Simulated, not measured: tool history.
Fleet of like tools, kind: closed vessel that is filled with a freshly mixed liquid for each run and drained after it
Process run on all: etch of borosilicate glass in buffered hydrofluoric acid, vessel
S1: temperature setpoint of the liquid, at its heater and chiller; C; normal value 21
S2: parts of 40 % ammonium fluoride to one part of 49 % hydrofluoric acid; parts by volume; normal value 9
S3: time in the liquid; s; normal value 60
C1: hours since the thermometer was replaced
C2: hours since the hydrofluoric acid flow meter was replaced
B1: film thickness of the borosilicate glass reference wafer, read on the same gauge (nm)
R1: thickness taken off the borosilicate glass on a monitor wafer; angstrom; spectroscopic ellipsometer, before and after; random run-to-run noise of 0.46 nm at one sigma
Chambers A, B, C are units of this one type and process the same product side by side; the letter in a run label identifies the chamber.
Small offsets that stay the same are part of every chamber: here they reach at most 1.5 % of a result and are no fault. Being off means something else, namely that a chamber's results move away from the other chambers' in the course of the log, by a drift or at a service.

{"run": "1B", "hour": 8.5, "S1": 21, "S2": 9, "S3": 60, "C1": 1456.1, "C2": 1751.0, "B1": 110.0, "R1": 683.9}
{"run": "2C", "hour": 18.8, "S1": 21, "S2": 9, "S3": 60, "C1": 748.6, "C2": 827.9, "B1": 110.0, "R1": 674.55}
{"run": "3A", "hour": 30.9, "S1": 21, "S2": 9, "S3": 60, "C1": 1909.3, "C2": 469.6, "B1": 110.01, "R1": 671.49}
{"run": "4C", "hour": 46.3, "S1": 21, "S2": 9, "S3": 60, "C1": 776.1, "C2": 855.4, "B1": 110.01, "R1": 672.27}
{"run": "5A", "hour": 56.2, "S1": 21, "S2": 9, "S3": 60, "C1": 1934.6, "C2": 494.9, "B1": 110.01, "R1": 675.96}
{"run": "6B", "hour": 68.0, "S1": 21, "S2": 9, "S3": 60, "C1": 1515.6, "C2": 1810.5, "B1": 110.01, "R1": 679.19}
{"run": "7B", "hour": 79.5, "S1": 21, "S2": 9, "S3": 60, "C1": 1527.1, "C2": 1822.0, "B1": 110.02, "R1": 680.29}
{"run": "8C", "hour": 92.3, "S1": 21, "S2": 9, "S3": 60, "C1": 822.1, "C2": 901.4, "B1": 110.03, "R1": 665.68}
{"run": "9A", "hour": 108.7, "S1": 21, "S2": 9, "S3": 60, "C1": 1987.1, "C2": 547.4, "B1": 110.01, "R1": 678.31}
{"hour": 123.6, "done": "chamber A: hydrofluoric acid flow meter replaced"}
{"run": "10A", "hour": 125.1, "S1": 21, "S2": 9, "S3": 60, "C1": 2003.5, "C2": 1.5, "B1": 109.98, "R1": 680.67}
{"run": "11B", "hour": 138.2, "S1": 23, "S2": 9, "S3": 50, "C1": 1585.8, "C2": 1880.7, "B1": 110.0, "R1": 633.8}
{"run": "12C", "hour": 149.3, "S1": 23, "S2": 9, "S3": 50, "C1": 879.1, "C2": 958.4, "B1": 109.99, "R1": 617.72}
{"run": "13A", "hour": 158.6, "S1": 23, "S2": 9, "S3": 50, "C1": 2037.0, "C2": 35.0, "B1": 109.98, "R1": 635.12}
{"run": "14B", "hour": 171.8, "S1": 21, "S2": 9, "S3": 60, "C1": 1619.4, "C2": 1914.3, "B1": 110.0, "R1": 675.63}
{"run": "15C", "hour": 185.7, "S1": 21, "S2": 9, "S3": 60, "C1": 915.5, "C2": 994.8, "B1": 110.01, "R1": 673.83}
{"run": "16A", "hour": 199.6, "S1": 21, "S2": 9, "S3": 60, "C1": 2078.0, "C2": 76.0, "B1": 110.01, "R1": 672.77}
{"run": "17C", "hour": 214.1, "S1": 21, "S2": 9, "S3": 60, "C1": 943.9, "C2": 1023.2, "B1": 109.99, "R1": 670.16}
{"run": "18B", "hour": 227.6, "S1": 21, "S2": 9, "S3": 60, "C1": 1675.2, "C2": 1970.1, "B1": 110.0, "R1": 679.82}
{"run": "19C", "hour": 235.6, "S1": 21, "S2": 9, "S3": 60, "C1": 965.4, "C2": 1044.7, "B1": 110.0, "R1": 670.34}
{"run": "20B", "hour": 250.6, "S1": 21, "S2": 9, "S3": 60, "C1": 1698.2, "C2": 1993.1, "B1": 110.0, "R1": 675.29}
{"run": "21A", "hour": 258.5, "S1": 21, "S2": 9, "S3": 60, "C1": 2136.9, "C2": 134.9, "B1": 110.0, "R1": 680.81}
{"run": "22B", "hour": 271.7, "S1": 21, "S2": 9, "S3": 90, "C1": 1719.3, "C2": 2014.2, "B1": 110.0, "R1": 1026.7}
{"run": "23C", "hour": 286.4, "S1": 21, "S2": 9, "S3": 90, "C1": 1016.2, "C2": 1095.5, "B1": 110.01, "R1": 992.5}
{"run": "24A", "hour": 294.7, "S1": 21, "S2": 9, "S3": 90, "C1": 2173.1, "C2": 171.1, "B1": 109.99, "R1": 1012.1}
{"run": "25C", "hour": 304.3, "S1": 21, "S2": 9, "S3": 60, "C1": 1034.1, "C2": 1113.4, "B1": 110.01, "R1": 667.81}
{"run": "26A", "hour": 317.8, "S1": 18, "S2": 9, "S3": 85, "C1": 2196.2, "C2": 194.2, "B1": 109.98, "R1": 813.04}
{"run": "27B", "hour": 330.9, "S1": 18, "S2": 9, "S3": 85, "C1": 1778.5, "C2": 2073.4, "B1": 110.0, "R1": 816.72}
{"run": "28B", "hour": 342.4, "S1": 18, "S2": 9, "S3": 85, "C1": 1790.0, "C2": 2084.9, "B1": 110.01, "R1": 815.95}
{"run": "29C", "hour": 354.1, "S1": 21, "S2": 9, "S3": 60, "C1": 1083.9, "C2": 1163.2, "B1": 109.97, "R1": 667.82}
{"run": "30A", "hour": 369.2, "S1": 21, "S2": 9, "S3": 60, "C1": 2247.6, "C2": 245.6, "B1": 110.01, "R1": 684.13}
{"run": "31A", "hour": 383.4, "S1": 21, "S2": 9, "S3": 60, "C1": 2261.8, "C2": 259.8, "B1": 110.01, "R1": 678.18}
{"run": "32B", "hour": 397.9, "S1": 21, "S2": 9, "S3": 60, "C1": 1845.5, "C2": 2140.4, "B1": 110.02, "R1": 673.0}
{"run": "33C", "hour": 407.5, "S1": 21, "S2": 9, "S3": 60, "C1": 1137.3, "C2": 1216.6, "B1": 109.98, "R1": 671.05}
{"run": "34C", "hour": 422.0, "S1": 21, "S2": 9, "S3": 60, "C1": 1151.8, "C2": 1231.1, "B1": 109.98, "R1": 675.15}
{"run": "35A", "hour": 436.7, "S1": 21, "S2": 9, "S3": 60, "C1": 2315.1, "C2": 313.1, "B1": 109.97, "R1": 692.75}
{"run": "36B", "hour": 451.2, "S1": 21, "S2": 9, "S3": 60, "C1": 1898.8, "C2": 2193.7, "B1": 109.98, "R1": 672.96}
{"run": "37C", "hour": 460.5, "S1": 21, "S2": 9, "S3": 60, "C1": 1190.3, "C2": 1269.6, "B1": 110.01, "R1": 667.16}
{"run": "38A", "hour": 472.1, "S1": 21, "S2": 9, "S3": 60, "C1": 2350.5, "C2": 348.5, "B1": 109.99, "R1": 683.0}

Is one chamber out of step, is the gauge drifting, or do the chambers differ by no more than their own small offsets? For an off chamber, give its letter and the likeliest cause.

The fleet is healthy, with each chamber sitting at its usual small offset and no drift in the gauge.

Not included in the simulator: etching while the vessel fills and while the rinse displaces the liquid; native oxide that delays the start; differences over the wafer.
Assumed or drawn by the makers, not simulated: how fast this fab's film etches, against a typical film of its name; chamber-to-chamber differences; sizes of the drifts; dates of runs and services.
